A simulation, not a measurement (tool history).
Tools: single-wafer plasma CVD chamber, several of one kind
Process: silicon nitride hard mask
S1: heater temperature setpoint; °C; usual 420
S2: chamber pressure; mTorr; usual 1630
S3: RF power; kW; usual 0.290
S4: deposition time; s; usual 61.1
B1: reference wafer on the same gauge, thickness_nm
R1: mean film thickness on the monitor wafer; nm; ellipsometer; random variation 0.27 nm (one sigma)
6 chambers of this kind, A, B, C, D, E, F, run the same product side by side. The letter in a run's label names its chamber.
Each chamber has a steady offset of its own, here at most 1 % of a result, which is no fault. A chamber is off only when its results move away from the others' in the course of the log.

run 1B hour=5.9 | S1=420 S2=1630 S3=0.290 S4=61.1 | B1=58.267 | R1=68.845
run 2E hour=12.6 | S1=420 S2=1630 S3=0.290 S4=61.1 | B1=58.259 | R1=67.564
run 3F hour=16.1 | S1=420 S2=1630 S3=0.290 S4=61.1 | B1=58.322 | R1=68.869
run 4C hour=22.7 | S1=420 S2=1630 S3=0.290 S4=61.1 | B1=58.310 | R1=68.561
run 5D hour=29.0 | S1=425 S2=1850 S3=0.290 S4=61.1 | B1=58.248 | R1=70.889
run 6A hour=34.9 | S1=425 S2=1850 S3=0.290 S4=61.1 | B1=58.338 | R1=71.257
run 7F hour=42.2 | S1=425 S2=1850 S3=0.290 S4=61.1 | B1=58.333 | R1=71.462
run 8A hour=47.7 | S1=425 S2=1850 S3=0.290 S4=61.1 | B1=58.279 | R1=71.181
run 9D hour=53.6 | S1=425 S2=1850 S3=0.290 S4=61.1 | B1=58.333 | R1=71.268
run 10B hour=57.7 | S1=425 S2=1850 S3=0.290 S4=61.1 | B1=58.311 | R1=70.769
run 11C hour=64.5 | S1=432 S2=1630 S3=0.290 S4=68.0 | B1=58.293 | R1=75.635
run 12E hour=69.1 | S1=432 S2=1630 S3=0.290 S4=68.0 | B1=58.283 | R1=75.102
run 13F hour=75.1 | S1=432 S2=1630 S3=0.290 S4=68.0 | B1=58.379 | R1=75.700
run 14A hour=82.6 | S1=432 S2=1630 S3=0.290 S4=68.0 | B1=58.346 | R1=76.107
run 15E hour=87.7 | S1=432 S2=1630 S3=0.290 S4=68.0 | B1=58.342 | R1=74.827
-- hour=89.0 chamber B: thermocouple changed; heater temperature recalibrated
-- hour=89.2 chamber F: RF generator calibrated
run 16C hour=93.7 | S1=432 S2=1630 S3=0.290 S4=68.0 | B1=58.272 | R1=74.708
run 17B hour=98.3 | S1=420 S2=1840 S3=0.290 S4=61.1 | B1=58.292 | R1=71.308
run 18D hour=102.1 | S1=420 S2=1840 S3=0.290 S4=61.1 | B1=58.255 | R1=70.830
-- hour=103.0 chamber A: RF generator calibrated
run 19F hour=106.1 | S1=420 S2=1840 S3=0.290 S4=61.1 | B1=58.271 | R1=71.353
run 20D hour=111.4 | S1=420 S2=1840 S3=0.290 S4=61.1 | B1=58.342 | R1=70.716
run 21C hour=118.7 | S1=420 S2=1840 S3=0.290 S4=61.1 | B1=58.256 | R1=70.463
-- hour=121.7 chamber A: capacitance manometer re-zeroed and calibrated
run 22A hour=123.2 | S1=420 S2=1840 S3=0.290 S4=61.1 | B1=58.302 | R1=70.967
run 23E hour=126.6 | S1=420 S2=1630 S3=0.290 S4=61.1 | B1=58.261 | R1=67.899
run 24B hour=132.2 | S1=420 S2=1630 S3=0.290 S4=61.1 | B1=58.289 | R1=68.924
run 25C hour=138.9 | S1=420 S2=1630 S3=0.290 S4=61.1 | B1=58.272 | R1=68.236
run 26D hour=146.1 | S1=420 S2=1630 S3=0.345 S4=61.1 | B1=58.320 | R1=76.896
run 27E hour=151.1 | S1=420 S2=1630 S3=0.345 S4=61.1 | B1=58.279 | R1=75.459
run 28B hour=156.7 | S1=420 S2=1630 S3=0.345 S4=61.1 | B1=58.316 | R1=76.970
run 29A hour=162.4 | S1=420 S2=1630 S3=0.345 S4=61.1 | B1=58.223 | R1=76.684
run 30F hour=166.8 | S1=420 S2=1630 S3=0.345 S4=61.1 | B1=58.301 | R1=77.236
run 31B hour=171.4 | S1=420 S2=1630 S3=0.345 S4=61.1 | B1=58.299 | R1=76.890
run 32D hour=178.0 | S1=420 S2=1630 S3=0.290 S4=61.1 | B1=58.320 | R1=68.419
run 33A hour=183.8 | S1=420 S2=1630 S3=0.290 S4=61.1 | B1=58.305 | R1=68.540
run 34C hour=187.4 | S1=420 S2=1630 S3=0.290 S4=61.1 | B1=58.282 | R1=68.450
run 35F hour=194.0 | S1=420 S2=1630 S3=0.240 S4=61.1 | B1=58.303 | R1=60.526
run 36E hour=199.8 | S1=420 S2=1630 S3=0.240 S4=61.1 | B1=58.269 | R1=59.662
run 37F hour=205.0 | S1=420 S2=1630 S3=0.240 S4=61.1 | B1=58.308 | R1=60.715
run 38E hour=210.7 | S1=420 S2=1630 S3=0.240 S4=61.1 | B1=58.282 | R1=59.977
run 39C hour=217.9 | S1=420 S2=1630 S3=0.240 S4=61.1 | B1=58.253 | R1=59.944

Next, every chamber runs the same settings. What will each give?
run 40A hour=223.2 | S1=420 S2=1630 S3=0.290 S4=72.8 | R1=?
run 40B hour=223.2 | S1=420 S2=1630 S3=0.290 S4=72.8 | R1=?
run 40C hour=223.2 | S1=420 S2=1630 S3=0.290 S4=72.8 | R1=?
run 40D hour=223.2 | S1=420 S2=1630 S3=0.290 S4=72.8 | R1=?
run 40E hour=223.2 | S1=420 S2=1630 S3=0.290 S4=72.8 | R1=?
run 40F hour=223.2 | S1=420 S2=1630 S3=0.290 S4=72.8 | R1=?

run=40A R1=81.723
run=40B R1=81.781
run=40C R1=81.159
run=40D R1=82.258
run=40E R1=80.428
run=40F R1=81.552
